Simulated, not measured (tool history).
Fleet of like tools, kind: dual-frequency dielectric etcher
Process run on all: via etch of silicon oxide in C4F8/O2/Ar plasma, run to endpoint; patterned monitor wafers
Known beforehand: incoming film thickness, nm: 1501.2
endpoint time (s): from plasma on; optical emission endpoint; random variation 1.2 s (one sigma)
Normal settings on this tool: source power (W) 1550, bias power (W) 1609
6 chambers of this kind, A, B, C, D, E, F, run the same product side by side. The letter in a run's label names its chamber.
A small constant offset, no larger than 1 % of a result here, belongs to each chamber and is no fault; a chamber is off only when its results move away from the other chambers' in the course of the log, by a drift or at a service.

Run 1D, hour 3.6: usual settings. Result: endpoint time (s) 349.74.
Run 2F, hour 6.1: usual settings. Result: endpoint time (s) 349.74.
At hour 10.2: chamber E: wet clean of the chamber.
Run 3A, hour 10.8: usual settings. Result: endpoint time (s) 351.46.
Run 4E, hour 15.4: usual settings. Result: endpoint time (s) 346.78.
Run 5C, hour 18.1: usual settings. Result: endpoint time (s) 350.99.
Run 6B, hour 21.6: usual settings but bias power (W) 1462. Result: endpoint time (s) 354.08.
Run 7C, hour 26.3: usual settings but bias power (W) 1462. Result: endpoint time (s) 361.47.
Run 8E, hour 29.6: usual settings but bias power (W) 1462. Result: endpoint time (s) 355.35.
Run 9D, hour 33.8: usual settings but bias power (W) 1462. Result: endpoint time (s) 361.59.
At hour 34.4: chamber D: wet clean of the chamber.
Run 10F, hour 38.8: usual settings but bias power (W) 1462. Result: endpoint time (s) 359.56.
Run 11A, hour 43.2: usual settings but bias power (W) 1462. Result: endpoint time (s) 359.3.
Run 12B, hour 47.6: usual settings. Result: endpoint time (s) 346.49.
Run 13C, hour 51.3: usual settings. Result: endpoint time (s) 351.56.
Run 14D, hour 55: usual settings. Result: endpoint time (s) 349.9.
Run 15E, hour 58.2: usual settings. Result: endpoint time (s) 349.11.
Run 16B, hour 61.9: usual settings. Result: endpoint time (s) 349.98.
Run 17F, hour 65.6: usual settings. Result: endpoint time (s) 349.6.
At hour 66.1: chamber F: wet clean of the chamber.
Run 18A, hour 70.3: usual settings. Result: endpoint time (s) 349.22.
Run 19E, hour 74: usual settings. Result: endpoint time (s) 350.97.
Run 20B, hour 77.3: usual settings. Result: endpoint time (s) 348.09.
Run 21F, hour 81.7: usual settings. Result: endpoint time (s) 350.78.
At hour 85.2: chamber B: wet clean of the chamber.
Run 22A, hour 86: usual settings. Result: endpoint time (s) 351.63.
Run 23D, hour 91: usual settings. Result: endpoint time (s) 350.08.
Run 24C, hour 93.7: usual settings. Result: endpoint time (s) 349.96.
Run 25B, hour 98.4: usual settings. Result: endpoint time (s) 347.07.
Run 26E, hour 101.8: usual settings. Result: endpoint time (s) 347.6.
Run 27F, hour 106.4: usual settings but bias power (W) 1855. Result: endpoint time (s) 337.12.
Run 28A, hour 110.1: usual settings but bias power (W) 1855. Result: endpoint time (s) 335.46.
Run 29C, hour 112.6: usual settings but bias power (W) 1855. Result: endpoint time (s) 335.83.
Run 30D, hour 115.2: usual settings but bias power (W) 1855. Result: endpoint time (s) 336.74.
Run 31B, hour 119: usual settings but bias power (W) 1855. Result: endpoint time (s) 333.02.
Run 32F, hour 123: usual settings but bias power (W) 1855. Result: endpoint time (s) 335.97.
Run 33E, hour 126.8: usual settings. Result: endpoint time (s) 347.73.
Run 34C, hour 131.4: usual settings. Result: endpoint time (s) 348.75.
Run 35A, hour 136.2: usual settings but source power (W) 1380. Result: endpoint time (s) 366.92.
Run 36D, hour 140.3: usual settings but source power (W) 1380. Result: endpoint time (s) 365.88.
Run 37E, hour 145.1: usual settings but source power (W) 1380. Result: endpoint time (s) 363.78.
Run 38A, hour 148.8: usual settings but source power (W) 1380. Result: endpoint time (s) 364.94.
Run 39F, hour 151: usual settings but source power (W) 1380. Result: endpoint time (s) 367.94.
Run 40D, hour 154: usual settings but source power (W) 1380. Result: endpoint time (s) 367.51.

The same settings go to every chamber for the next run, one line per chamber below. Forecast the results for each:
Run 41A, hour 157.6: usual settings. Result: endpoint time (s) ?.
Run 41B, hour 157.6: usual settings. Result: endpoint time (s) ?.
Run 41C, hour 157.6: usual settings. Result: endpoint time (s) ?.
Run 41D, hour 157.6: usual settings. Result: endpoint time (s) ?.
Run 41E, hour 157.6: usual settings. Result: endpoint time (s) ?.
Run 41F, hour 157.6: usual settings. Result: endpoint time (s) ?.

run  endpoint time (s)
41A             349.51
41B             347.39
41C              350.8
41D             350.36
41E             348.01
41F             350.41
